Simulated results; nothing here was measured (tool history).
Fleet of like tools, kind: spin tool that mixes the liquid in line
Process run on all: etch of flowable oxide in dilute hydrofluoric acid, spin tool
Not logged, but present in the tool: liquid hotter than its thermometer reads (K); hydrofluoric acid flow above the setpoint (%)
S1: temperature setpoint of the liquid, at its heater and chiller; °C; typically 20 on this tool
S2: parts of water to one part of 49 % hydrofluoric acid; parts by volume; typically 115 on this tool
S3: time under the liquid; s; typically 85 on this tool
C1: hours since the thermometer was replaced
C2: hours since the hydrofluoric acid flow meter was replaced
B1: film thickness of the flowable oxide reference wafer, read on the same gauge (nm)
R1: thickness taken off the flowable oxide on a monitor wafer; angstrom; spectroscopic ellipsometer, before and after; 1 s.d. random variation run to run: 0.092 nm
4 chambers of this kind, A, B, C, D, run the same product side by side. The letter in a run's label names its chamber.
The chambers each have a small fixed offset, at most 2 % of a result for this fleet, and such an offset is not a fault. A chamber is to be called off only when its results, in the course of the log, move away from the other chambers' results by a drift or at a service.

Run 1D, hour 8.7: usual settings; C1 328.3; C2 768.7; B1 130.02. Result: R1 218.23 angstrom.
Run 2A, hour 15.4: usual settings; C1 33.3; C2 960; B1 130.01. Result: R1 220.11 angstrom.
Run 3C, hour 23.8: usual settings; C1 965.2; C2 300.7; B1 130. Result: R1 214.76 angstrom.
Run 4B, hour 29.2: usual settings; C1 800.3; C2 150.3; B1 130. Result: R1 215.42 angstrom.
Run 5C, hour 35.2: usual settings; C1 976.6; C2 312.1; B1 130. Result: R1 214.6 angstrom.
Run 6B, hour 41.9: usual settings; C1 813; C2 163; B1 129.99. Result: R1 217.28 angstrom.
Run 7A, hour 50.8: usual settings; C1 68.7; C2 995.4; B1 130.01. Result: R1 219.23 angstrom.
Run 8D, hour 55.3: usual settings; C1 374.9; C2 815.3; B1 129.99. Result: R1 218.2 angstrom.
At hour 62.1: chamber D: hydrofluoric acid flow meter replaced.
Run 9B, hour 64.4: usual settings; C1 835.5; C2 185.5; B1 130.02. Result: R1 215.8 angstrom.
Run 10D, hour 68.5: usual settings; C1 388.1; C2 6.4; B1 130.03. Result: R1 219.42 angstrom.
Run 11C, hour 77.7: usual settings; C1 1019.1; C2 354.6; B1 129.99. Result: R1 216.12 angstrom.
Run 12A, hour 82.9: usual settings; C1 100.8; C2 1027.5; B1 129.99. Result: R1 219.38 angstrom.
Run 13A, hour 90.6: usual settings; C1 108.5; C2 1035.2; B1 129.99. Result: R1 217.68 angstrom.
Run 14D, hour 96.1: usual settings; C1 415.7; C2 34; B1 129.99. Result: R1 220.83 angstrom.
Run 15C, hour 101.2: usual settings; C1 1042.6; C2 378.1; B1 130.02. Result: R1 214.87 angstrom.
Run 16B, hour 109: usual settings; C1 880.1; C2 230.1; B1 130.01. Result: R1 214.69 angstrom.
Run 17D, hour 116.6: usual settings; C1 436.2; C2 54.5; B1 129.99. Result: R1 219.81 angstrom.
Run 18A, hour 121.4: usual settings; C1 139.3; C2 1066; B1 129.99. Result: R1 218.95 angstrom.
Run 19B, hour 130.3: usual settings; C1 901.4; C2 251.4; B1 129.98. Result: R1 214.73 angstrom.
Run 20C, hour 135.1: usual settings; C1 1076.5; C2 412; B1 130. Result: R1 213.47 angstrom.
Run 21C, hour 141.7: usual settings; C1 1083.1; C2 418.6; B1 129.99. Result: R1 215.56 angstrom.
Run 22D, hour 150.2: usual settings; C1 469.8; C2 88.1; B1 129.99. Result: R1 223.13 angstrom.
Run 23A, hour 154.4: usual settings; C1 172.3; C2 1099; B1 130.02. Result: R1 219.61 angstrom.
Run 24B, hour 160.6: usual settings; C1 931.7; C2 281.7; B1 129.99. Result: R1 214.52 angstrom.
Run 25B, hour 168.6: usual settings; C1 939.7; C2 289.7; B1 129.98. Result: R1 216.22 angstrom.
Run 26C, hour 175.7: usual settings; C1 1117.1; C2 452.6; B1 130. Result: R1 214.98 angstrom.
Run 27D, hour 181.4: usual settings but S1 17 °C, S2 160 parts by volume; C1 501; C2 119.3; B1 130. Result: R1 135.1 angstrom.
Run 28A, hour 186.9: usual settings but S1 17 °C, S2 160 parts by volume; C1 204.8; C2 1131.5; B1 129.96. Result: R1 132.76 angstrom.
Run 29B, hour 193.9: usual settings but S1 17 °C, S2 160 parts by volume; C1 965; C2 315; B1 129.98. Result: R1 130.7 angstrom.
Run 30C, hour 202.3: usual settings but S1 17 °C, S2 160 parts by volume; C1 1143.7; C2 479.2; B1 129.99. Result: R1 131.56 angstrom.
Run 31D, hour 206.9: usual settings; C1 526.5; C2 144.8; B1 129.98. Result: R1 223.96 angstrom.
Run 32A, hour 212.6: usual settings; C1 230.5; C2 1157.2; B1 130. Result: R1 218.46 angstrom.
Run 33D, hour 219: usual settings; C1 538.6; C2 156.9; B1 130. Result: R1 225.97 angstrom.

What goes on in this fleet: one chamber off, a drifting gauge, or nothing beyond the chambers' own small offsets? Name the chamber and the cause, if any.

One chamber, D, drifts off from the rest bit by bit.
Likeliest cause: liquid hotter than its thermometer reads (K) = 0.775.
From this log alone, it may not be told apart from: hydrofluoric acid flow above the setpoint (%).

Below are 4 candidate recipes for chamber D's next run, each the usual settings with a change, their results shown as question marks. Which of them brings D's results back in line with what the other chambers give on the usual settings?
In line means no further than this from the other chambers' mean on the usual settings: R1 3.2 angstrom
Run 34D-1, hour 225.7: usual settings but S1 19 °C. Result: R1 ?.
Run 34D-2, hour 225.7: usual settings but S1 20.5 °C. Result: R1 ?.
Run 34D-3, hour 225.7: usual settings but S1 19.5 °C. Result: R1 ?.
Run 34D-4, hour 225.7: usual settings but S1 21 °C. Result: R1 ?.

What the other chambers average on the usual settings: R1 216.29 angstrom
  run      R1
34D-1  217.13
34D-2  230.53
34D-3   221.5
34D-4  235.11
It is 34D-1 that realigns the chamber with its peers.
